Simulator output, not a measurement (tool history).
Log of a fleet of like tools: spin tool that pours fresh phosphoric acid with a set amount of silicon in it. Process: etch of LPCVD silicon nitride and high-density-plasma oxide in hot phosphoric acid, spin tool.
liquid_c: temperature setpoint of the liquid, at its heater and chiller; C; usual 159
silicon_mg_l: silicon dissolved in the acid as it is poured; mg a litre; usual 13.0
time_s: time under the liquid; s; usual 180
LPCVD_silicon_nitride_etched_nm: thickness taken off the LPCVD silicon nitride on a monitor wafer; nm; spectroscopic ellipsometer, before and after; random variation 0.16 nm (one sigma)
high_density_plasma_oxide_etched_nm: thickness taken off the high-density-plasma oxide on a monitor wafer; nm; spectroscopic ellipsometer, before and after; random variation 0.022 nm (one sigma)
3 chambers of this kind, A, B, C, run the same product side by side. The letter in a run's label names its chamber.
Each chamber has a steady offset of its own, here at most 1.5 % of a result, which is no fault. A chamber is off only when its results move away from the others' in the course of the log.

run	hour	liquid_c	silicon_mg_l	time_s	read-back film thickness of the LPCVD silicon nitride reference wafer, read on the same gauge (nm)	read-back film thickness of the high-density-plasma oxide reference wafer, read on the same gauge (nm)	LPCVD_silicon_nitride_etched_nm	high_density_plasma_oxide_etched_nm
1C	5.5	159	13.0	180	89.995	50.017	16.533	0.36824
2B	11.1	159	13.0	180	90.035	50.006	16.027	0.42271
3A	22.2	159	13.0	180	90.012	50.010	16.101	0.41576
4C	33.8	159	13.0	180	89.992	50.008	16.611	0.38496
5B	44.3	159	13.0	180	89.991	49.983	16.231	0.44564
# hour 54.8: chamber A: heated supply line repaired
6A	54.8	159	13.0	180	90.005	50.019	16.204	0.41915
7A	61.5	159	13.0	180	90.002	50.030	16.495	0.36642
8B	69.2	159	13.0	180	90.002	50.022	16.426	0.39617
9C	77.9	159	13.0	180	89.997	50.005	16.395	0.40233
10A	87.6	159	13.0	180	90.015	50.001	16.234	0.41782
11B	98.7	159	13.0	180	90.008	50.017	16.324	0.37655
12C	108.5	159	13.0	235	90.002	49.981	20.992	0.47413
13A	120.2	159	13.0	235	89.999	49.986	21.109	0.54383
14B	127.7	159	13.0	235	90.001	49.982	21.214	0.49059
15C	133.1	159	13.0	180	90.005	49.971	16.239	0.37382
16C	141.0	159	13.0	180	90.000	49.987	15.558	0.37233
17A	151.1	159	13.0	180	90.012	49.985	16.152	0.41083
18B	162.6	159	13.0	180	89.986	50.011	16.425	0.40506
19A	171.9	159	13.0	180	90.009	49.981	16.142	0.40290
20B	179.2	159	13.0	180	89.980	49.996	16.360	0.38328
21C	190.4	159	19.5	280	89.994	50.004	23.956	0.42484
22A	200.2	159	19.5	280	89.992	49.959	25.808	0.49526
23B	210.9	159	19.5	280	90.009	49.971	25.410	0.52679
24C	222.5	159	13.0	180	90.006	50.005	14.932	0.30957
25B	235.0	159	13.0	180	89.994	50.029	16.360	0.42575
26A	241.3	159	13.0	180	89.986	49.979	16.320	0.40857
27C	249.9	159	13.0	180	90.033	49.967	14.785	0.31482

Is one chamber off against the others, does the gauge drift, or is nothing wrong? If a chamber is off, say which, and what the likeliest cause is.

Chamber C drifts away from the others.
Cause: temperature lost on the way to the wafer (K) = 3.56.

Here are 4 candidates for chamber C's next run, each the usual settings with a change, their results left as question marks. Which one brings its results back in line with what the others give on the usual settings?
In line means no further than this from the other chambers' mean on the usual settings: LPCVD_silicon_nitride_etched_nm 0.540 nm; high_density_plasma_oxide_etched_nm 0.07700 nm
28C-1	258.9	158.5	15.5	175			?	?
28C-2	258.9	158.5	18.0	165			?	?
28C-3	258.9	160.0	7.5	195			?	?
28C-4	258.9	159.5	10.5	185			?	?

The other chambers' mean on the usual settings: LPCVD_silicon_nitride_etched_nm 16.310 nm; high_density_plasma_oxide_etched_nm 0.40447 nm
run	LPCVD_silicon_nitride_etched_nm	high_density_plasma_oxide_etched_nm
28C-1	13.991	0.27276
28C-2	13.192	0.24090
28C-3	16.430	0.41030
28C-4	15.318	0.35091
28C-3 brings the chamber back in line.
